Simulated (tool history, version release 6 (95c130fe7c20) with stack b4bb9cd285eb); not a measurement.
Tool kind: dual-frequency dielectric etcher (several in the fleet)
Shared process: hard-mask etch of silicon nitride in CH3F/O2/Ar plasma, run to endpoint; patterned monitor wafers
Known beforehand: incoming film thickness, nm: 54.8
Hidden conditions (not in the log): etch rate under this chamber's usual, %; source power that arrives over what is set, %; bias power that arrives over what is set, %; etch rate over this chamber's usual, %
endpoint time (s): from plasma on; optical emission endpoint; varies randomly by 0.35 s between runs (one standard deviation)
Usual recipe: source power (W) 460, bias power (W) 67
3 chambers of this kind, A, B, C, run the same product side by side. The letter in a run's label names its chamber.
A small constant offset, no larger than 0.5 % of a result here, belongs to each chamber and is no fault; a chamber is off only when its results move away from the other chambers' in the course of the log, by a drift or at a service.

run    day  source power (W)  bias power (W)  hours since the last wet clean  hours since the last source power generator calibration  hours since the last bias power generator calibration  endpoint time (s)
 1B  0.442               460              67                           217.4                                                    307.2                                                  340.0             77.228
 2A  0.833               460              67                           304.9                                                   1717.6                                                  879.2             76.685
 3C  1.300               460              67                           206.7                                                   2394.9                                                 2333.0             77.332
 4C  1.796               460              67                           218.6                                                   2406.8                                                 2344.9             77.488
 5A  2.083               460              67                           334.9                                                   1747.6                                                  909.2             76.768
 6B  2.458               530              74                           265.8                                                    355.6                                                  388.4             70.271
 7A  2.879               530              74                           354.0                                                   1766.7                                                  928.3             70.238
 8B  3.146               530              74                           282.3                                                    372.1                                                  404.9             70.433
     3.379  -- chamber A: wet clean of the chamber
 9C  3.621               460              67                           262.4                                                   2450.6                                                 2388.7             77.311
10B  3.862               460              67                           299.5                                                    389.3                                                  422.1             76.954
11C  4.208               460              67                           276.5                                                   2464.7                                                 2402.8             77.458
12A  4.608               460              67                            29.6                                                   1808.2                                                  969.8             80.381
13C  4.971               460              67                           294.8                                                   2483.0                                                 2421.1             76.859
14A  5.338               460              67                            47.1                                                   1825.7                                                  987.3             79.504
15B  5.725               460              67                           344.2                                                    434.0                                                  466.8             76.790
16B  6.121               400              67                           353.7                                                    443.5                                                  476.3             81.341
17C  6.554               400              67                           332.8                                                   2521.0                                                 2459.1             81.548
18A  6.783               400              67                            81.8                                                   1860.4                                                 1022.0             84.837
19C  7.083               540              57                           345.5                                                   2533.7                                                 2471.8             75.914
20B  7.396               540              57                           384.3                                                    474.1                                                  506.9             76.057

Next, all 3 chambers run the settings below, one line each with question marks for the results. What does each chamber give?
21A  7.771               540              67                                                                                                                                                                  ?
21B  7.771               540              67                                                                                                                                                                  ?
21C  7.771               540              67                                                                                                                                                                  ?

run  endpoint time (s)
21A             75.161
21B             71.540
21C             72.272
